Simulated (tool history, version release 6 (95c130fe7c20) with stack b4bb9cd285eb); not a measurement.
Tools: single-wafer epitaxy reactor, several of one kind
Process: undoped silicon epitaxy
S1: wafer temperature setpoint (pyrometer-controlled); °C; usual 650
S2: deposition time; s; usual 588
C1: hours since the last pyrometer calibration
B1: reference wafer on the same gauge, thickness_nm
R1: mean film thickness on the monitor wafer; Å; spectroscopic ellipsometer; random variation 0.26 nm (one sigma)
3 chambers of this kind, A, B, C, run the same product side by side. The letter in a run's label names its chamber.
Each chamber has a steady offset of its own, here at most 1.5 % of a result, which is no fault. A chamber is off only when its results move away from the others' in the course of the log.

run,day,S1,S2,C1,B1,R1
1A,0.221,650,588,55.8,92.349,997.57
2B,0.500,650,588,2402.6,92.370,979.83
3C,0.683,650,588,1631.1,92.404,988.95
4B,0.817,650,588,2410.2,92.386,982.03
5A,0.967,650,588,73.7,92.381,1002.20
6C,1.217,664,680,1643.9,92.391,1549.70
7A,1.479,664,680,86.0,92.372,1565.60
8B,1.788,664,680,2433.5,92.399,1528.90
9C,2.058,650,588,1664.1,92.413,994.44
10B,2.342,650,588,2446.8,92.445,977.28
11A,2.588,650,588,112.6,92.405,1002.80
12C,2.854,637,482,1683.2,92.429,603.59
13C,2.988,637,482,1686.4,92.414,605.11
# day 3.121: chamber C: pyrometer calibrated
14B,3.167,637,482,2466.6,92.388,602.00
15A,3.392,650,588,131.9,92.360,1000.70
16C,3.638,650,588,12.4,92.372,1015.80
17B,3.842,650,588,2482.8,92.395,983.75
18A,4.029,650,588,147.2,92.419,1003.30
19C,4.242,650,627,26.9,92.400,1079.90
20A,4.429,650,627,156.8,92.411,1066.70
21B,4.579,650,627,2500.5,92.418,1047.10
22C,4.771,650,588,39.6,92.429,1012.10
23A,5.017,650,588,170.9,92.359,1001.50
24B,5.158,661,673,2514.4,92.320,1424.70
25B,5.375,661,673,2519.6,92.295,1418.00
26A,5.508,661,673,182.7,92.386,1456.00
27C,5.646,650,588,60.6,92.418,1016.80
28B,5.854,650,588,2531.1,92.391,977.23
29A,6.146,650,588,198.0,92.421,1006.50
30C,6.446,657,513,79.8,92.367,1029.00
31C,6.729,657,513,86.6,92.394,1030.00
32B,6.954,657,513,2557.5,92.408,995.99
33A,7.179,650,588,222.8,92.387,999.46
34A,7.438,658,588,229.0,92.378,1192.00
35B,7.625,658,588,2573.6,92.362,1159.00
36C,7.892,658,588,114.5,92.421,1207.30
37B,8.029,650,588,2583.3,92.416,978.02
# day 8.262: chamber B: pyrometer calibrated
38A,8.267,641,636,248.9,92.412,888.02
39C,8.429,641,636,127.4,92.403,893.96
40B,8.571,641,636,7.5,92.408,868.25
41A,8.804,650,588,261.8,92.475,999.48
42C,9.025,650,588,141.7,92.434,1015.40
43A,9.258,650,588,272.7,92.389,999.06
44C,9.550,650,588,154.3,92.383,1012.00

Next, every chamber runs the same settings. What will each give?
45A,9.775,650,588,,,?
45B,9.775,650,588,,,?
45C,9.775,650,588,,,?

run,R1
45A,1002.20
45B,980.42
45C,1017.20
